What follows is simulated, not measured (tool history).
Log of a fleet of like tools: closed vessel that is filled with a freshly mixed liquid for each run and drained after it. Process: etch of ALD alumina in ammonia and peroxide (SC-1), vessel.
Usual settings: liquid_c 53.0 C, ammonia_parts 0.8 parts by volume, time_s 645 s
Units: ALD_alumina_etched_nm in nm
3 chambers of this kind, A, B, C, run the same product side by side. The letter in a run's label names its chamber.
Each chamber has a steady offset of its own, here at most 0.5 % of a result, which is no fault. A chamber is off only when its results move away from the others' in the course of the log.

run,hour,liquid_c,ammonia_parts,time_s,hours since the thermometer was replaced,hours since the ammonia flow meter was replaced,hours since the drum of ammonia solution was connected,"read-back film thickness of the ALD alumina reference wafer, read on the same gauge (nm)",ALD_alumina_etched_nm
1B,3.5,53.0,0.8,645,788.6,255.2,102.0,60.023,41.700
2C,8.0,53.0,0.8,645,1684.4,32.4,653.8,60.001,41.268
3A,13.6,53.0,0.8,645,1582.3,1251.0,150.6,59.987,41.764
4C,21.0,53.0,0.8,645,1697.4,45.4,666.8,59.964,41.347
5A,25.7,53.0,0.8,645,1594.4,1263.1,162.7,59.959,41.651
6B,30.3,53.0,0.8,645,815.4,282.0,128.8,59.985,41.796
7A,36.5,53.0,0.8,645,1605.2,1273.9,173.5,60.004,41.699
8C,41.9,53.0,0.8,645,1718.3,66.3,687.7,59.994,41.728
9B,48.8,53.0,0.8,990,833.9,300.5,147.3,59.991,64.472
10A,53.4,53.0,0.8,990,1622.1,1290.8,190.4,60.014,63.930
11C,56.8,53.0,0.8,990,1733.2,81.2,702.6,59.977,64.843
12B,61.4,53.0,0.8,645,846.5,313.1,159.9,59.977,41.547
13A,64.8,53.0,0.8,645,1633.5,1302.2,201.8,59.968,41.326
14C,68.9,53.0,0.8,645,1745.3,93.3,714.7,60.014,41.900
15B,74.3,53.0,0.8,645,859.4,326.0,172.8,60.005,41.508
16A,77.8,53.0,0.8,645,1646.5,1315.2,214.8,60.008,41.420
17B,81.6,53.0,0.8,645,866.7,333.3,180.1,59.996,41.641
18C,87.5,45.5,0.8,645,1763.9,111.9,733.3,59.979,27.959
19A,92.2,45.5,0.8,645,1660.9,1329.6,229.2,59.969,27.495
20C,97.6,45.5,0.8,645,1774.0,122.0,743.4,59.999,28.113
# hour 98.0: chamber B: thermometer replaced
21B,103.6,53.0,0.8,645,5.6,355.3,202.1,59.993,41.612
22A,110.4,53.0,0.8,645,1679.1,1347.8,247.4,59.978,41.870
23C,117.1,53.0,0.8,645,1793.5,141.5,762.9,59.984,42.807
24B,121.8,53.0,0.5,390,23.8,373.5,220.3,59.990,24.028
25C,125.4,53.0,0.5,390,1801.8,149.8,771.2,60.018,24.882
26A,132.1,53.0,0.5,390,1700.8,1369.5,269.1,60.032,24.031
27B,138.3,53.0,0.8,645,40.3,390.0,236.8,59.987,41.571
28A,142.3,53.0,0.8,645,1711.0,1379.7,279.3,60.009,41.624
29B,148.6,53.0,0.8,645,50.6,400.3,247.1,60.004,41.695
30C,152.2,53.0,0.8,645,1828.6,176.6,798.0,60.059,43.821

Next, every chamber runs the same settings. What will each give?
31A,157.5,53.0,0.8,1005,,,,,?
31B,157.5,53.0,0.8,1005,,,,,?
31C,157.5,53.0,0.8,1005,,,,,?

run,ALD_alumina_etched_nm
31A,64.806
31B,64.798
31C,67.697

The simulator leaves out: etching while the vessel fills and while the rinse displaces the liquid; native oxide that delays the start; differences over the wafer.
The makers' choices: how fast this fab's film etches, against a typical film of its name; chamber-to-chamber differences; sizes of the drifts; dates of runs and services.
